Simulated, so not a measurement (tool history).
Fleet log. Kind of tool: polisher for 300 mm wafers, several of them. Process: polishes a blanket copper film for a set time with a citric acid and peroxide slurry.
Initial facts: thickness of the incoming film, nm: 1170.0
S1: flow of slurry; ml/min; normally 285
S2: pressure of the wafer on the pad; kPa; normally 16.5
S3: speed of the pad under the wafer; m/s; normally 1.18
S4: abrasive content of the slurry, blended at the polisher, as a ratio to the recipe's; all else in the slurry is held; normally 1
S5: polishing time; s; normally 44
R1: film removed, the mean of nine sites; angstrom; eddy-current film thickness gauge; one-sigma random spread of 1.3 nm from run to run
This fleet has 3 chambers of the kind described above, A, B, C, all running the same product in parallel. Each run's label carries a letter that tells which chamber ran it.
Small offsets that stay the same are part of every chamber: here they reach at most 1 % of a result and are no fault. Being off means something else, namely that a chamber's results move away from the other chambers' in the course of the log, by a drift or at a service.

run	hour	S1	S2	S3	S4	S5	R1
1C	4.4	285	16.5	1.18	1	44	863.70
2A	12.2	285	16.5	1.18	1	44	859.61
# hour 12.7: chamber A: worn pad replaced by a new one
3B	17.7	285	16.5	1.18	1	44	866.99
# hour 22.2: chamber C: worn pad replaced by a new one
4B	25.3	285	16.5	1.18	1	44	862.95
5C	33.8	285	16.5	1.18	1	44	874.62
6A	39.3	285	16.5	1.18	1	44	849.03
7C	44.2	285	16.5	1.18	1	44	873.28
8A	50.1	285	16.5	1.18	1	44	856.14
9B	58.7	285	16.5	1.18	1	44	885.59
# hour 61.4: chamber A: worn pad replaced by a new one
10C	65.1	285	16.5	1.18	1	44	877.94
11B	69.5	285	16.5	1.18	1	44	886.15
12A	77.9	285	16.5	1.18	1	44	864.42
13B	84.8	285	16.5	1.18	1	44	846.04
14C	91.5	285	16.5	1.18	1	44	880.42
15A	98.4	365	16.5	1.18	1	44	859.40
# hour 103.3: chamber C: worn pad replaced by a new one
# hour 108.1: chamber A: slurry nozzle cleaned
16B	108.1	365	16.5	1.18	1	44	856.83
17C	114.0	365	16.5	1.18	1	44	867.23
# hour 114.7: chamber A: worn pad replaced by a new one
18A	122.8	285	16.5	1.18	1	44	850.92
19C	130.5	285	16.5	1.18	1	44	882.95
20A	137.6	285	16.5	1.18	1	44	872.63
21B	143.9	285	16.5	1.18	1	44	792.22
22B	152.7	285	16.5	1.18	1	44	799.23
# hour 156.6: chamber A: head pressure recalibrated
23C	157.4	285	16.5	1.18	1	44	856.57
24A	165.5	285	16.5	1.18	1	44	867.45
# hour 165.8: chamber A: worn pad replaced by a new one
25A	172.0	285	16.5	1.18	1	44	847.68

All chambers now run identical settings, listed one chamber a line with results as question marks. What results will each chamber show?
26A	179.0	285	16.5	1.18	1	44	?
26B	179.0	285	16.5	1.18	1	44	?
26C	179.0	285	16.5	1.18	1	44	?

run	R1
26A	840.80
26B	764.81
26C	887.27

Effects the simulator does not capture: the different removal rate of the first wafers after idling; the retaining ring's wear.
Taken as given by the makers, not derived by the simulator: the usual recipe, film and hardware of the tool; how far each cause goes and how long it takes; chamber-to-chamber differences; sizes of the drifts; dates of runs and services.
